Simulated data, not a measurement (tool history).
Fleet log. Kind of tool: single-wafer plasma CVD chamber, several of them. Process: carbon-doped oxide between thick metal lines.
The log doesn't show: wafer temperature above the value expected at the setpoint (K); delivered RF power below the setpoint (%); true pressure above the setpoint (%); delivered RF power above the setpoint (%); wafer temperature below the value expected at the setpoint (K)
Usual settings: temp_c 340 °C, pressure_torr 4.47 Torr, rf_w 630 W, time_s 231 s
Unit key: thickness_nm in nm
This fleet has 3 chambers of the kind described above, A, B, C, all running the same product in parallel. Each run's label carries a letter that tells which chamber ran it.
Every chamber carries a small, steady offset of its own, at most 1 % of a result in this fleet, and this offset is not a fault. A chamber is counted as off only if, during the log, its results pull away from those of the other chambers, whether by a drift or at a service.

| run | hour | temp_c | pressure_torr | rf_w | time_s | hours since the last thermocouple change | hours since the last RF generator calibration | hours since the last manometer calibration | read-back reference wafer on the same gauge, thickness_nm | thickness_nm |
|---|---|---|---|---|---|---|---|---|---|---|
| 1B | 14 | 340 | 4.47 | 630 | 231 | 1908.8 | 1030.8 | 481.6 | 1469.3 | 1349.8 |
| 2C | 23 | 340 | 4.47 | 630 | 231 | 1598.6 | 593.5 | 1526.7 | 1470.4 | 1366.1 |
| 3A | 29.9 | 340 | 4.47 | 630 | 231 | 1231.8 | 278.7 | 1833.1 | 1469.3 | 1344.2 |
| 4B | 42.9 | 340 | 4.47 | 630 | 231 | 1937.7 | 1059.7 | 510.5 | 1470.5 | 1359.2 |
| 5C | 55.9 | 340 | 4.47 | 630 | 231 | 1631.5 | 626.4 | 1559.6 | 1469.8 | 1365.3 |
| 6A | 66.7 | 340 | 4.47 | 630 | 231 | 1268.6 | 315.5 | 1869.9 | 1471.1 | 1347.3 |
| 7C | 74.7 | 340 | 4.47 | 630 | 231 | 1650.3 | 645.2 | 1578.4 | 1469.9 | 1365.3 |
| 8A | 83.9 | 340 | 4.47 | 630 | 231 | 1285.8 | 332.7 | 1887.1 | 1469.1 | 1339 |
| 9B | 97.3 | 340 | 4.47 | 630 | 231 | 1992.1 | 1114.1 | 564.9 | 1468.8 | 1353.8 |
| 10A | 107.1 | 340 | 4.47 | 630 | 231 | 1309 | 355.9 | 1910.3 | 1470.5 | 1334.2 |
| 11C | 121.2 | 340 | 4.47 | 630 | 231 | 1696.8 | 691.7 | 1624.9 | 1469.4 | 1365.1 |
| 12B | 131.6 | 348 | 4.47 | 715 | 231 | 2026.4 | 1148.4 | 599.2 | 1470.1 | 1427 |
| 13C | 144.7 | 348 | 4.47 | 715 | 231 | 1720.3 | 715.2 | 1648.4 | 1469.2 | 1431.5 |
| 14B | 154.4 | 348 | 4.47 | 715 | 231 | 2049.2 | 1171.2 | 622 | 1469 | 1414.8 |
| 15A | 166.8 | 340 | 4.47 | 630 | 231 | 1368.7 | 415.6 | 1970 | 1467.8 | 1337.1 |
| 16B | 177.2 | 340 | 4.47 | 630 | 231 | 2072 | 1194 | 644.8 | 1469.8 | 1364.4 |
| 17C | 187.1 | 340 | 4.47 | 630 | 231 | 1762.7 | 757.6 | 1690.8 | 1470.4 | 1372.1 |
| 18A | 193.5 | 340 | 4.47 | 630 | 231 | 1395.4 | 442.3 | 1996.7 | 1470.4 | 1344.9 |
| 19C | 201.5 | 340 | 4.47 | 630 | 206 | 1777.1 | 772 | 1705.2 | 1469.2 | 1205.4 |
| 20B | 211.4 | 340 | 4.47 | 630 | 206 | 2106.2 | 1228.2 | 679 | 1470.1 | 1211.1 |
| 21A | 218 | 340 | 4.47 | 630 | 206 | 1419.9 | 466.8 | 2021.2 | 1470.5 | 1199.4 |
| 22A | 226 | 340 | 4.47 | 630 | 231 | 1427.9 | 474.8 | 2029.2 | 1470 | 1338.9 |
| 23B | 238.6 | 340 | 4.47 | 630 | 231 | 2133.4 | 1255.4 | 706.2 | 1469.6 | 1363.8 |
| 24C | 248.7 | 340 | 4.47 | 630 | 231 | 1824.3 | 819.2 | 1752.4 | 1470.2 | 1362.7 |
| 25C | 259.7 | 340 | 4.47 | 630 | 231 | 1835.3 | 830.2 | 1763.4 | 1470.3 | 1360.8 |
| 26B | 273.3 | 340 | 4.47 | 630 | 231 | 2168.1 | 1290.1 | 740.9 | 1469.3 | 1346.6 |
| 27A | 284.8 | 340 | 4.47 | 630 | 231 | 1486.7 | 533.6 | 2088 | 1468.9 | 1341.9 |
| 28C | 292.5 | 340 | 4.47 | 630 | 231 | 1868.1 | 863 | 1796.2 | 1470 | 1358.2 |
| 29A | 302.1 | 340 | 4.47 | 630 | 231 | 1504 | 550.9 | 2105.3 | 1471.3 | 1340.1 |
| 30B | 310 | 340 | 4.47 | 630 | 231 | 2204.8 | 1326.8 | 777.6 | 1469.9 | 1359.7 |
| 31B | 319.4 | 340 | 4.47 | 630 | 231 | 2214.2 | 1336.2 | 787 | 1468 | 1355.6 |
| 32A | 327.2 | 340 | 4.47 | 630 | 231 | 1529.1 | 576 | 2130.4 | 1467.5 | 1339.3 |
| 33C | 337.9 | 340 | 4.47 | 630 | 231 | 1913.5 | 908.4 | 1841.6 | 1468.7 | 1363.3 |
| 34A | 349.8 | 340 | 4.47 | 630 | 231 | 1551.7 | 598.6 | 2153 | 1471.3 | 1337.5 |
| 35B | 358 | 340 | 4.47 | 630 | 231 | 2252.8 | 1374.8 | 825.6 | 1469.1 | 1354.6 |

Is one chamber off against the others, does the gauge drift, or is nothing wrong? If a chamber is off, say which, and what the likeliest cause is.

The fleet is healthy, with each chamber sitting at its usual small offset and no drift in the gauge.
